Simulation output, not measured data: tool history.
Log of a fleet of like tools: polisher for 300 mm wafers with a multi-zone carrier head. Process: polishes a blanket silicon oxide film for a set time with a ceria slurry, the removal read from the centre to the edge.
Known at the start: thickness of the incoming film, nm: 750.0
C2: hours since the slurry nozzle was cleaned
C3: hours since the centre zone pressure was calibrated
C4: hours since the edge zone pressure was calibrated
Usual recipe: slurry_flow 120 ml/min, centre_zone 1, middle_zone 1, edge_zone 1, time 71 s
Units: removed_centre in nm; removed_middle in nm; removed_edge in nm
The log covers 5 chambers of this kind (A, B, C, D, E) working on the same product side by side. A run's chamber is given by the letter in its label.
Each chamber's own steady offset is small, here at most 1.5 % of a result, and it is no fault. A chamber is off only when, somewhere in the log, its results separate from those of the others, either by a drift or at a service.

At hour 6.3: chamber C: slurry nozzle cleaned.
At hour 8.4: chamber A: worn pad replaced by a new one.
Run 1D, hour 8.5: usual settings; wafers polished on this pad 241; C2 179.7; C3 268.2; C4 47.8. Result: removed_centre 289.54 nm, removed_middle 287.11 nm, removed_edge 283.15 nm.
At hour 12.7: chamber D: slurry nozzle cleaned.
Run 2B, hour 14: usual settings; wafers polished on this pad 340; C2 771.8; C3 143.9; C4 800.9. Result: removed_centre 289.05 nm, removed_middle 287.7 nm, removed_edge 281.34 nm.
Run 3C, hour 19.5: usual settings; wafers polished on this pad 696; C2 13.3; C3 86.7; C4 345.6. Result: removed_centre 284.13 nm, removed_middle 283.44 nm, removed_edge 283.52 nm.
At hour 22.3: chamber A: slurry nozzle cleaned.
Run 4A, hour 28.3: usual settings; wafers polished on this pad 263; C2 6.1; C3 844; C4 519.6. Result: removed_centre 289.15 nm, removed_middle 282.16 nm, removed_edge 288.09 nm.
Run 5E, hour 33.5: usual settings; wafers polished on this pad 973; C2 229.5; C3 730; C4 803.3. Result: removed_centre 290.66 nm, removed_middle 283.35 nm, removed_edge 286.55 nm.
At hour 36.8: chamber A: edge zone pressure recalibrated.
Run 6E, hour 43.2: usual settings; wafers polished on this pad 1101; C2 239.2; C3 739.7; C4 813. Result: removed_centre 287.46 nm, removed_middle 284.09 nm, removed_edge 288.91 nm.
At hour 53: chamber B: worn pad replaced by a new one.
Run 7B, hour 54.4: usual settings; wafers polished on this pad 19; C2 812.2; C3 184.3; C4 841.3. Result: removed_centre 291.59 nm, removed_middle 286.02 nm, removed_edge 285.68 nm.
At hour 54.9: chamber D: worn pad replaced by a new one.
Run 8D, hour 64.9: usual settings; wafers polished on this pad 132; C2 52.2; C3 324.6; C4 104.2. Result: removed_centre 285.1 nm, removed_middle 289.29 nm, removed_edge 287.89 nm.
At hour 69.3: chamber C: worn pad replaced by a new one.
At hour 70.8: chamber E: worn pad replaced by a new one.
Run 9A, hour 73: usual settings; wafers polished on this pad 854; C2 50.8; C3 888.7; C4 36.3. Result: removed_centre 291.01 nm, removed_middle 282.34 nm, removed_edge 291.72 nm.
At hour 74.2: chamber A: worn pad replaced by a new one.
At hour 80.5: chamber B: slurry nozzle cleaned.
Run 10C, hour 83.5: usual settings; wafers polished on this pad 188; C2 77.3; C3 150.7; C4 409.6. Result: removed_centre 287.34 nm, removed_middle 285.91 nm, removed_edge 287.93 nm.
Run 11B, hour 88.6: usual settings; wafers polished on this pad 471; C2 8.2; C3 218.5; C4 875.5. Result: removed_centre 292.88 nm, removed_middle 286.36 nm, removed_edge 288.67 nm.
Run 12E, hour 97.9: usual settings; wafers polished on this pad 358; C2 293.9; C3 794.4; C4 867.7. Result: removed_centre 290.15 nm, removed_middle 282.55 nm, removed_edge 288.48 nm.
Run 13C, hour 105.4: usual settings; wafers polished on this pad 477; C2 99.2; C3 172.6; C4 431.5. Result: removed_centre 288.11 nm, removed_middle 286.52 nm, removed_edge 284.11 nm.
At hour 106.1: chamber D: worn pad replaced by a new one.
Run 14A, hour 113.4: usual settings; wafers polished on this pad 518; C2 91.2; C3 929.1; C4 76.7. Result: removed_centre 287.95 nm, removed_middle 286.59 nm, removed_edge 291.42 nm.
At hour 119.6: chamber B: worn pad replaced by a new one.
Run 15D, hour 121: usual settings; wafers polished on this pad 198; C2 108.3; C3 380.7; C4 160.3. Result: removed_centre 278.06 nm, removed_middle 284.91 nm, removed_edge 287.37 nm.
Run 16C, hour 130.4: usual settings but slurry_flow 95 ml/min; wafers polished on this pad 808; C2 124.2; C3 197.6; C4 456.5. Result: removed_centre 267.31 nm, removed_middle 270.95 nm, removed_edge 273.09 nm.
At hour 132: chamber A: worn pad replaced by a new one.
Run 17B, hour 135.9: usual settings but slurry_flow 95 ml/min; wafers polished on this pad 215; C2 55.5; C3 265.8; C4 922.8. Result: removed_centre 272.08 nm, removed_middle 275.17 nm, removed_edge 275.79 nm.
Run 18D, hour 147.4: usual settings but slurry_flow 95 ml/min; wafers polished on this pad 546; C2 134.7; C3 407.1; C4 186.7. Result: removed_centre 257.3 nm, removed_middle 270.21 nm, removed_edge 281.04 nm.
At hour 154.6: chamber C: worn pad replaced by a new one.
Run 19A, hour 158.6: usual settings but slurry_flow 95 ml/min; wafers polished on this pad 351; C2 136.4; C3 974.3; C4 121.9. Result: removed_centre 268 nm, removed_middle 267.82 nm, removed_edge 275.51 nm.
At hour 159: chamber E: centre zone pressure recalibrated.
Run 20E, hour 169.2: usual settings but slurry_flow 95 ml/min; wafers polished on this pad 1301; C2 365.2; C3 10.2; C4 939. Result: removed_centre 265.39 nm, removed_middle 266.75 nm, removed_edge 276.54 nm.
At hour 171.5: chamber D: worn pad replaced by a new one.
Run 21A, hour 180.6: usual settings but middle_zone 1.09, edge_zone 1.1; wafers polished on this pad 642; C2 158.4; C3 996.3; C4 143.9. Result: removed_centre 286.37 nm, removed_middle 307.92 nm, removed_edge 304.1 nm.
At hour 187.6: chamber E: worn pad replaced by a new one.
Run 22B, hour 188.3: usual settings but middle_zone 1.09, edge_zone 1.1; wafers polished on this pad 907; C2 107.9; C3 318.2; C4 975.2. Result: removed_centre 290.52 nm, removed_middle 311.94 nm, removed_edge 304.63 nm.
At hour 193.1: chamber B: worn pad replaced by a new one.
Run 23D, hour 198.2: usual settings but middle_zone 1.09, edge_zone 1.1; wafers polished on this pad 353; C2 185.5; C3 457.9; C4 237.5. Result: removed_centre 269.46 nm, removed_middle 310.57 nm, removed_edge 304.21 nm.
At hour 198.7: chamber E: slurry nozzle cleaned.
At hour 200.1: chamber D: slurry nozzle cleaned.
At hour 200.8: chamber A: worn pad replaced by a new one.
Run 24C, hour 204.8: usual settings but middle_zone 1.09, edge_zone 1.1; wafers polished on this pad 664; C2 198.6; C3 272; C4 530.9. Result: removed_centre 288.09 nm, removed_middle 313.98 nm, removed_edge 301.52 nm.
Run 25E, hour 214.8: usual settings but middle_zone 1.09, edge_zone 1.1; wafers polished on this pad 360; C2 16.1; C3 55.8; C4 984.6. Result: removed_centre 281.23 nm, removed_middle 307.23 nm, removed_edge 304.75 nm.
Run 26E, hour 222.5: usual settings; wafers polished on this pad 462; C2 23.8; C3 63.5; C4 992.3. Result: removed_centre 290.24 nm, removed_middle 288.84 nm, removed_edge 289.41 nm.
At hour 223: chamber D: worn pad replaced by a new one.
Run 27D, hour 227.8: usual settings; wafers polished on this pad 63; C2 27.7; C3 487.5; C4 267.1. Result: removed_centre 267.59 nm, removed_middle 287.38 nm, removed_edge 287.09 nm.
Run 28A, hour 232.9: usual settings; wafers polished on this pad 424; C2 210.7; C3 1048.6; C4 196.2. Result: removed_centre 286.3 nm, removed_middle 284.45 nm, removed_edge 289.14 nm.
At hour 241.6: chamber C: worn pad replaced by a new one.
Run 29C, hour 244: usual settings; wafers polished on this pad 32; C2 237.8; C3 311.2; C4 570.1. Result: removed_centre 289.02 nm, removed_middle 287.28 nm, removed_edge 288.33 nm.
Run 30B, hour 250.7: usual settings; wafers polished on this pad 761; C2 170.3; C3 380.6; C4 1037.6. Result: removed_centre 287.85 nm, removed_middle 285.82 nm, removed_edge 291.56 nm.
At hour 255.9: chamber B: worn pad replaced by a new one.
Run 31D, hour 260.6: usual settings; wafers polished on this pad 496; C2 60.5; C3 520.3; C4 299.9. Result: removed_centre 260.56 nm, removed_middle 288 nm, removed_edge 290.36 nm.
At hour 267.1: chamber A: worn pad replaced by a new one.
Run 32A, hour 267.1: usual settings; wafers polished on this pad 0; C2 244.9; C3 1082.8; C4 230.4. Result: removed_centre 285.32 nm, removed_middle 283.83 nm, removed_edge 290.24 nm.
Run 33E, hour 274.1: usual settings; wafers polished on this pad 1144; C2 75.4; C3 115.1; C4 1043.9. Result: removed_centre 284.89 nm, removed_middle 286.99 nm, removed_edge 287.28 nm.
Run 34B, hour 280.7: usual settings; wafers polished on this pad 327; C2 200.3; C3 410.6; C4 1067.6. Result: removed_centre 292.25 nm, removed_middle 287.63 nm, removed_edge 289.84 nm.
Run 35C, hour 287.9: usual settings; wafers polished on this pad 612; C2 281.7; C3 355.1; C4 614. Result: removed_centre 284.16 nm, removed_middle 289.19 nm, removed_edge 284.84 nm.

Next, all 5 chambers run the settings below, one line each with question marks for the results. What does each chamber give?
Run 36A, hour 296.2: usual settings but time 82 s. Result: removed_centre ?, removed_middle ?, removed_edge ?.
Run 36B, hour 296.2: usual settings but time 82 s. Result: removed_centre ?, removed_middle ?, removed_edge ?.
Run 36C, hour 296.2: usual settings but time 82 s. Result: removed_centre ?, removed_middle ?, removed_edge ?.
Run 36D, hour 296.2: usual settings but time 82 s. Result: removed_centre ?, removed_middle ?, removed_edge ?.
Run 36E, hour 296.2: usual settings but time 82 s. Result: removed_centre ?, removed_middle ?, removed_edge ?.

run  removed_centre  removed_middle  removed_edge
36A          331.33          330.38        329.51
36B          332.78           331.4        332.31
36C          327.83          326.66        327.73
36D          298.66          332.85        334.24
36E          332.19          332.59        335.14
